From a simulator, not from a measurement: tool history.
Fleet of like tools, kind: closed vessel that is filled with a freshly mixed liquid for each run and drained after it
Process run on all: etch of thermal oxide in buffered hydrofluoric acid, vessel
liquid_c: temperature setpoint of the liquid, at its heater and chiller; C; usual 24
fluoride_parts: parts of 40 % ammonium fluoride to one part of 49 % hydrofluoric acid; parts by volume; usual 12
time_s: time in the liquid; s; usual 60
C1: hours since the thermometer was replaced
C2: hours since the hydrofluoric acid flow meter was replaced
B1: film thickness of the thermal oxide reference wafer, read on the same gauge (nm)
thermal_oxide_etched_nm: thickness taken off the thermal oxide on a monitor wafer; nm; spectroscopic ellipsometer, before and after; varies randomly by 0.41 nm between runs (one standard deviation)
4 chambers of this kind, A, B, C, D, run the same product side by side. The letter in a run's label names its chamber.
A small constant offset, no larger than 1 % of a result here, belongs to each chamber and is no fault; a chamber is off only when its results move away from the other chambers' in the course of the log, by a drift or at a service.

Run 1A, day 0.242: usual settings; C1 509.1; C2 440.6; B1 49.996. Result: thermal_oxide_etched_nm 60.862 nm.
Run 2D, day 0.496: usual settings; C1 166.1; C2 449.3; B1 50.007. Result: thermal_oxide_etched_nm 59.776 nm.
Run 3C, day 0.717: usual settings; C1 125.5; C2 898.6; B1 50.029. Result: thermal_oxide_etched_nm 59.907 nm.
Run 4B, day 0.833: usual settings; C1 1095.7; C2 635.7; B1 50.03. Result: thermal_oxide_etched_nm 59.633 nm.
Run 5C, day 1.033: usual settings; C1 133.1; C2 906.2; B1 49.959. Result: thermal_oxide_etched_nm 59.96 nm.
Run 6A, day 1.204: usual settings; C1 532.2; C2 463.7; B1 50.013. Result: thermal_oxide_etched_nm 60.423 nm.
Run 7B, day 1.371: usual settings but fluoride_parts 16.5 parts by volume, time_s 90 s; C1 1108.6; C2 648.6; B1 50.008. Result: thermal_oxide_etched_nm 65.539 nm.
Run 8D, day 1.496: usual settings but fluoride_parts 16.5 parts by volume, time_s 90 s; C1 190.1; C2 473.3; B1 50.024. Result: thermal_oxide_etched_nm 65.847 nm.
Run 9B, day 1.738: usual settings but fluoride_parts 16.5 parts by volume, time_s 90 s; C1 1117.4; C2 657.4; B1 49.981. Result: thermal_oxide_etched_nm 65.756 nm.
Run 10C, day 1.967: usual settings but fluoride_parts 16.5 parts by volume, time_s 90 s; C1 155.5; C2 928.6; B1 49.989. Result: thermal_oxide_etched_nm 65.576 nm.
Run 11D, day 2.112: usual settings; C1 204.9; C2 488.1; B1 49.986. Result: thermal_oxide_etched_nm 59.675 nm.
Run 12A, day 2.354: usual settings; C1 559.8; C2 491.3; B1 49.998. Result: thermal_oxide_etched_nm 59.029 nm.
Run 13C, day 2.554: usual settings but liquid_c 27 C, time_s 75 s; C1 169.6; C2 942.7; B1 50.022. Result: thermal_oxide_etched_nm 87.431 nm.
Run 14A, day 2.683: usual settings but liquid_c 27 C, time_s 75 s; C1 567.7; C2 499.2; B1 50.033. Result: thermal_oxide_etched_nm 88.365 nm.
Run 15B, day 2.812: usual settings but liquid_c 27 C, time_s 75 s; C1 1143.2; C2 683.2; B1 50.012. Result: thermal_oxide_etched_nm 86.494 nm.
Run 16D, day 3.008: usual settings but liquid_c 27 C, time_s 75 s; C1 226.4; C2 509.6; B1 49.988. Result: thermal_oxide_etched_nm 87.489 nm.
Run 17B, day 3.233: usual settings; C1 1153.3; C2 693.3; B1 50.009. Result: thermal_oxide_etched_nm 59.191 nm.
Run 18D, day 3.404: usual settings; C1 235.9; C2 519.1; B1 50.017. Result: thermal_oxide_etched_nm 59.791 nm.
At day 3.504: chamber D: hydrofluoric acid flow meter replaced.
Run 19A, day 3.529: usual settings; C1 588; C2 519.5; B1 50.029. Result: thermal_oxide_etched_nm 59.055 nm.
Run 20C, day 3.796: usual settings; C1 199.4; C2 972.5; B1 50.036. Result: thermal_oxide_etched_nm 59.54 nm.
Run 21B, day 3.925: usual settings; C1 1169.9; C2 709.9; B1 50.01. Result: thermal_oxide_etched_nm 57.909 nm.
Run 22A, day 4.138: usual settings; C1 602.6; C2 534.1; B1 49.982. Result: thermal_oxide_etched_nm 60.848 nm.
Run 23C, day 4.329: usual settings; C1 212.2; C2 985.3; B1 50.003. Result: thermal_oxide_etched_nm 59.829 nm.
Run 24D, day 4.488: usual settings; C1 261.9; C2 23.7; B1 49.981. Result: thermal_oxide_etched_nm 59.502 nm.
Run 25B, day 4.708: usual settings; C1 1188.7; C2 728.7; B1 50.02. Result: thermal_oxide_etched_nm 56.962 nm.
Run 26A, day 4.946: usual settings; C1 622; C2 553.5; B1 49.991. Result: thermal_oxide_etched_nm 60.266 nm.
Run 27C, day 5.079: usual settings; C1 230.2; C2 1003.3; B1 49.954. Result: thermal_oxide_etched_nm 59.975 nm.
Run 28D, day 5.279: usual settings; C1 280.9; C2 42.7; B1 49.993. Result: thermal_oxide_etched_nm 59.853 nm.
Run 29C, day 5.525: usual settings; C1 240.9; C2 1014; B1 50.007. Result: thermal_oxide_etched_nm 59.431 nm.
Run 30B, day 5.642: usual settings; C1 1211.1; C2 751.1; B1 50.005. Result: thermal_oxide_etched_nm 56.53 nm.
Run 31A, day 5.783: usual settings; C1 642.1; C2 573.6; B1 49.972. Result: thermal_oxide_etched_nm 60.056 nm.
Run 32D, day 6.038: usual settings; C1 299.1; C2 60.9; B1 50.011. Result: thermal_oxide_etched_nm 59.64 nm.
Run 33D, day 6.279: usual settings but liquid_c 28 C; C1 304.9; C2 66.7; B1 50.052. Result: thermal_oxide_etched_nm 74.04 nm.
Run 34C, day 6.408: usual settings but liquid_c 28 C; C1 262.1; C2 1035.2; B1 49.978. Result: thermal_oxide_etched_nm 74.167 nm.
Run 35A, day 6.592: usual settings but liquid_c 28 C; C1 661.5; C2 593; B1 50.024. Result: thermal_oxide_etched_nm 74.204 nm.
At day 6.846: chamber A: thermometer replaced.
Run 36B, day 6.854: usual settings but liquid_c 28 C; C1 1240.2; C2 780.2; B1 49.984. Result: thermal_oxide_etched_nm 69.199 nm.
Run 37B, day 6.988: usual settings; C1 1243.4; C2 783.4; B1 49.962. Result: thermal_oxide_etched_nm 55.223 nm.
Run 38C, day 7.154: usual settings; C1 280; C2 1053.1; B1 50.042. Result: thermal_oxide_etched_nm 59.709 nm.
Run 39D, day 7.392: usual settings; C1 331.6; C2 93.4; B1 49.956. Result: thermal_oxide_etched_nm 59.477 nm.
Run 40A, day 7.575: usual settings; C1 17.5; C2 616.6; B1 49.963. Result: thermal_oxide_etched_nm 59.699 nm.
Run 41B, day 7.833: usual settings; C1 1263.7; C2 803.7; B1 50.015. Result: thermal_oxide_etched_nm 56.099 nm.

For the next run the whole fleet of 4 chambers uses the same settings. Give each chamber's results:
Run 42A, day 8.029: usual settings but liquid_c 20 C. Result: thermal_oxide_etched_nm ?.
Run 42B, day 8.029: usual settings but liquid_c 20 C. Result: thermal_oxide_etched_nm ?.
Run 42C, day 8.029: usual settings but liquid_c 20 C. Result: thermal_oxide_etched_nm ?.
Run 42D, day 8.029: usual settings but liquid_c 20 C. Result: thermal_oxide_etched_nm ?.

run  thermal_oxide_etched_nm
42A                   47.593
42B                   44.069
42C                   47.756
42D                   47.957
